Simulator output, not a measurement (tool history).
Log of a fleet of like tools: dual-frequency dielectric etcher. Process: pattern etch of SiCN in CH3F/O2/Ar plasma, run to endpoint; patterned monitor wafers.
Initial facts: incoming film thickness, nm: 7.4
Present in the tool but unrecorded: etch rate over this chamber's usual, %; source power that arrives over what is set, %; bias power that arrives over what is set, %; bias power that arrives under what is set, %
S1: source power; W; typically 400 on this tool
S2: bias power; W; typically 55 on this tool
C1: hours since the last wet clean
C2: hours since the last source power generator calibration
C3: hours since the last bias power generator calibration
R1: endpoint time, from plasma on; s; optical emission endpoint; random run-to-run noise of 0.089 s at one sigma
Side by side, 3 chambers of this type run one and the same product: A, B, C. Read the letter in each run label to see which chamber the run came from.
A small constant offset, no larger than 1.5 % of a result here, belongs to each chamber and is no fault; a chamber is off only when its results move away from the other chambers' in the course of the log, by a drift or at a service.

run   hour   S1  S2     C1      C2      C3      R1
 1A    7.4  400  55   84.1  1661.1  1815.3  21.409
 2C   15.9  400  55  175.3    2869  3196.4  21.705
 3B   23.5  400  55  211.6   753.2  1093.3  21.421
 4C   31.7  400  55  191.1  2884.8  3212.2  21.876
 5B   38.6  400  55  226.7   768.3  1108.4  21.392
 6A   48.3  400  55    125    1702  1856.2  21.562
 7B   59.3  400  55  247.4     789  1129.1  21.472
 8C   69.6  400  55    229  2922.7  3250.1  21.761
 9A   78.3  400  55    155    1732  1886.2  21.495
10A   89.9  400  55  166.6  1743.6  1897.8  21.595
11C   95.9  500  55  255.3    2949  3276.4   19.99
12B  104.6  500  55  292.7   834.3  1174.4   19.64
13A  112.8  500  55  189.5  1766.5  1920.7  19.753
14B  121.8  400  55  309.9   851.5  1191.6  21.336
15C  130.7  400  55  290.1  2983.8  3311.2  21.683
16A  136.3  400  55    213    1790  1944.2   21.34
17B  144.2  400  55  332.3   873.9    1214  21.206
18C  156.3  400  55  315.7  3009.4  3336.8  21.668
19C  168.7  490  45  328.1  3021.8  3349.2  21.436
20B  175.6  490  45  363.7   905.3  1245.4  21.194
21A  188.3  490  45    265    1842  1996.2   21.18
22A  199.9  400  55  276.6  1853.6  2007.8  21.452
23B  210.5  400  55  398.6   940.2  1280.3  21.294
24C  219.9  400  55  379.3    3073  3400.4  21.888
25A  231.9  400  55  308.6  1885.6  2039.8  21.483
26B  237.6  400  55  425.7   967.3  1307.4  21.079
27C  244.5  400  55  403.9  3097.6    3425  21.678
28C  256.7  400  55  416.1  3109.8  3437.2  21.753
     265.7  -- chamber A: wet clean of the chamber
29B  269.3  400  55  457.4     999  1339.1  21.001
     271.2  -- chamber C: wet clean of the chamber
30A    275  400  44    9.4  1928.7  2082.9  23.034
31B  287.2  400  44  475.3  1016.9    1357  22.685
32C  295.5  400  44   24.3  3148.6    3476  23.415
33A  306.2  400  55   40.6  1959.9  2114.1  21.685
34B  314.3  470  43  502.4    1044  1384.1  21.348
35C  323.8  470  43   52.6  3176.9  3504.3  22.197
36A  336.2  470  43   70.6  1989.9  2144.1  22.078
37A    346  400  55   80.4  1999.7  2153.9  21.451
38B  353.8  400  55  541.9  1083.5  1423.6  20.766
39C  362.4  400  55   91.2  3215.5  3542.9  21.742
40A  374.9  400  55  109.3  2028.6  2182.8  21.439
41C  385.4  450  44  114.2  3238.5  3565.9  22.369

Does one chamber stand apart from the rest, does the shared gauge drift, or is all well apart from small per-chamber offsets? Give the chamber and the most likely cause, where there is one.

It is chamber B that slowly wanders off from its peers.
Most likely cause: etch rate over this chamber's usual, % = 3.1.

Here are 4 candidates for chamber B's next run, each the usual settings with a change, their results left as question marks. Which one brings its results back in line with what the others give on the usual settings?
In-line tolerance around the mean of the other chambers on the usual settings: R1 0.31 s
42B-1  394.5  420  58               ?
42B-2  394.5  400  48               ?
42B-3  394.5  360  50               ?
42B-4  394.5  440  60               ?

What the other chambers average on the usual settings: R1 21.619 s
  run      R1
42B-1  20.003
42B-2  21.706
42B-3  22.313
42B-4  19.424
The right change is 42B-2: it brings the chamber back within the allowed miss of the others.
